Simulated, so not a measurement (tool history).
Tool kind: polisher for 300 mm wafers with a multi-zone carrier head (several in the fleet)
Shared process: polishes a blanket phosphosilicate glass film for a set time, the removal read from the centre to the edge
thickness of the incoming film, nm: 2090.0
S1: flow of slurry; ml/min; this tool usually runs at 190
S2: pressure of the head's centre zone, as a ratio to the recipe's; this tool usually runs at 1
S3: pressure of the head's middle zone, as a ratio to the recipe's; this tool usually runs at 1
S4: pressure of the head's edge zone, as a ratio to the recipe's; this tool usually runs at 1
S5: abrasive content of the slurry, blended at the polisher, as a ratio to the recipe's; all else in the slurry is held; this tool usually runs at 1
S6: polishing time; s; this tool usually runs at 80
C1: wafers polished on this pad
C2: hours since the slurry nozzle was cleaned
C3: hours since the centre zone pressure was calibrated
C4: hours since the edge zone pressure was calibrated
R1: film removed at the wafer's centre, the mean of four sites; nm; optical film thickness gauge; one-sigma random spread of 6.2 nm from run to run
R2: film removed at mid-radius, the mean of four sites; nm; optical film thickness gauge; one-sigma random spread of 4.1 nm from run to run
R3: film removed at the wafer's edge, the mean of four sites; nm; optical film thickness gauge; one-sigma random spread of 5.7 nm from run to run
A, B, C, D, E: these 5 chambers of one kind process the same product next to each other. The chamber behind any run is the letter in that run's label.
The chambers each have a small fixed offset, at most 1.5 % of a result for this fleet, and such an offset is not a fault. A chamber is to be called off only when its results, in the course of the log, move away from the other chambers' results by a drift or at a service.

run   hour   S1    S2    S3  S4   S5  S6    C1     C2     C3     C4      R1      R2      R3
 1C    6.5  190     1     1   1    1  80   194  308.6  304.4  565.7  497.72  492.43  502.82
 2E   10.3  190     1     1   1    1  80   994    357  253.2     63  485.64  479.85  496.75
 3B   17.7  190     1     1   1    1  80   528  392.7  233.8  644.1  495.86  491.61  480.91
 4D   24.5  190     1     1   1    1  80  1191  507.7  483.4  196.5  498.05  490.59  488.84
 5A   30.1  190  0.93  0.91   1    1  80   374  284.1   71.8  145.9     455  457.58   490.5
      33.5  -- chamber D: worn pad replaced by a new one
 6C   36.8  190  0.93  0.91   1    1  80   441  338.9  334.7    596  447.03   457.2  482.33
 7A   42.2  190  0.93  0.91   1    1  80   473  296.2   83.9    158  455.45  455.96   494.1
 8D     48  190  0.93  0.91   1    1  80   118  531.2  506.9    220  451.61  456.06  494.92
 9B   53.4  190  0.93  0.91   1    1  80   819  428.4  269.5  679.8  431.17  434.69  472.29
10E     57  190     1     1   1    1  80  1375  403.7  299.9  109.7  490.66  485.48  489.48
11B   62.3  190     1     1   1  1.1  80   892  437.3  278.4  688.7  486.01  493.36  490.23
12A   69.5  190     1     1   1  1.1  80   696  323.5  111.2  185.3  500.87  521.93  514.31
      70.7  -- chamber E: worn pad replaced by a new one
13D   73.5  190     1     1   1  1.1  80   326  556.7  532.4  245.5  528.56  515.87     514
      74.2  -- chamber A: worn pad replaced by a new one
14E   79.2  190     1     1   1  1.1  80    70  425.9  322.1  131.9     504  508.83  508.22
      81.7  -- chamber D: slurry nozzle cleaned
15C   82.9  190     1     1   1  1.1  80   818    385  380.8  642.1  503.55  513.35  506.01
16B   88.8  190     1     1   1    1  80  1108  463.8  304.9  715.2  476.54  466.76  461.17
17D   95.1  190     1     1   1    1  80   502   13.5    554  267.1  494.02  495.89   493.9
      96.1  -- chamber D: centre zone pressure recalibrated
      98.1  -- chamber B: slurry nozzle cleaned
18C   99.3  190     1     1   1    1  80   952  401.4  397.2  658.5  480.56   491.6  503.54
19A  106.2  190     1     1   1    1  80   261  360.2  147.9    222   492.6  493.03  487.81
     113.4  -- chamber C: centre zone pressure recalibrated
20E  113.7  190     1   1.1   1    1  80   351  460.4  356.6  166.4  500.86  525.01     497
21B  120.2  190     1   1.1   1    1  80  1364   22.1  336.3  746.6  460.66  499.05     460
22E  127.8  190     1   1.1   1    1  80   466  474.5  370.7  180.5  491.65  525.93   482.6
23A  132.7  190     1   1.1   1    1  80   478  386.7  174.4  248.5  491.19  536.88  487.16
24C  139.1  190     1   1.1   1    1  80  1277  441.2   25.7  698.3  485.53  541.55  499.21
25D  143.5  190     1     1   1    1  80   898   61.9   47.5  315.5  491.64  492.93   499.4
26B  146.9  190     1     1   1    1  80  1582   48.8    363  773.3  452.18  449.22  448.33
27D  152.6  190     1     1   1    1  80   972     71   56.6  324.6  491.53  485.07  489.97
       156  -- chamber A: worn pad replaced by a new one
28A  158.3  190     1     1   1    1  80    19  412.3    200  274.1   492.7  493.46  494.03
     159.3  -- chamber C: worn pad replaced by a new one
     159.3  -- chamber E: slurry nozzle cleaned
29C  163.2  190     1     1   1    1  80    32  465.3   49.8  722.4  488.04  494.64  484.68
30E    169  155     1     1   1  0.8  80   803    9.7  411.9  221.7  428.26  416.03  427.72
31C  173.5  155     1     1   1  0.8  80   116  475.6   60.1  732.7  426.61  426.86  432.24

Is one chamber off against the others, does the gauge drift, or is nothing wrong? If a chamber is off, say which, and what the likeliest cause is.

One chamber, B, drifts off from the rest bit by bit.
What lies behind it: removal rate lost through wear of the pad, % = 11.7.

Here are 4 candidates for chamber B's next run, each the usual settings with a change, their results left as question marks. Which one brings its results back in line with what the others give on the usual settings?
To be in line, a result may differ from the other chambers' mean on the usual settings by at most: R1 22 nm; R2 14 nm; R3 20 nm
32B-1   179  190     1     1  0.99  0.95  72                   ?   ?   ?
32B-2   179  185     1  1.01  0.98  0.95  65                   ?   ?   ?
32B-3   179  195  0.99     1  1.02  1.05  98                   ?   ?   ?
32B-4   179  190     1     1  1.01  1.05  88                   ?   ?   ?

What the other chambers average on the usual settings: R1 490.15 nm; R2 490.86 nm; R3 491.63 nm
  run      R1      R2      R3
32B-1  384.31  380.91  377.49
32B-2  345.38  345.66  337.94
32B-3  543.79   544.8  547.76
32B-4  491.64  487.27  487.94
The right change is 32B-4: it brings the chamber back within the allowed miss of the others.

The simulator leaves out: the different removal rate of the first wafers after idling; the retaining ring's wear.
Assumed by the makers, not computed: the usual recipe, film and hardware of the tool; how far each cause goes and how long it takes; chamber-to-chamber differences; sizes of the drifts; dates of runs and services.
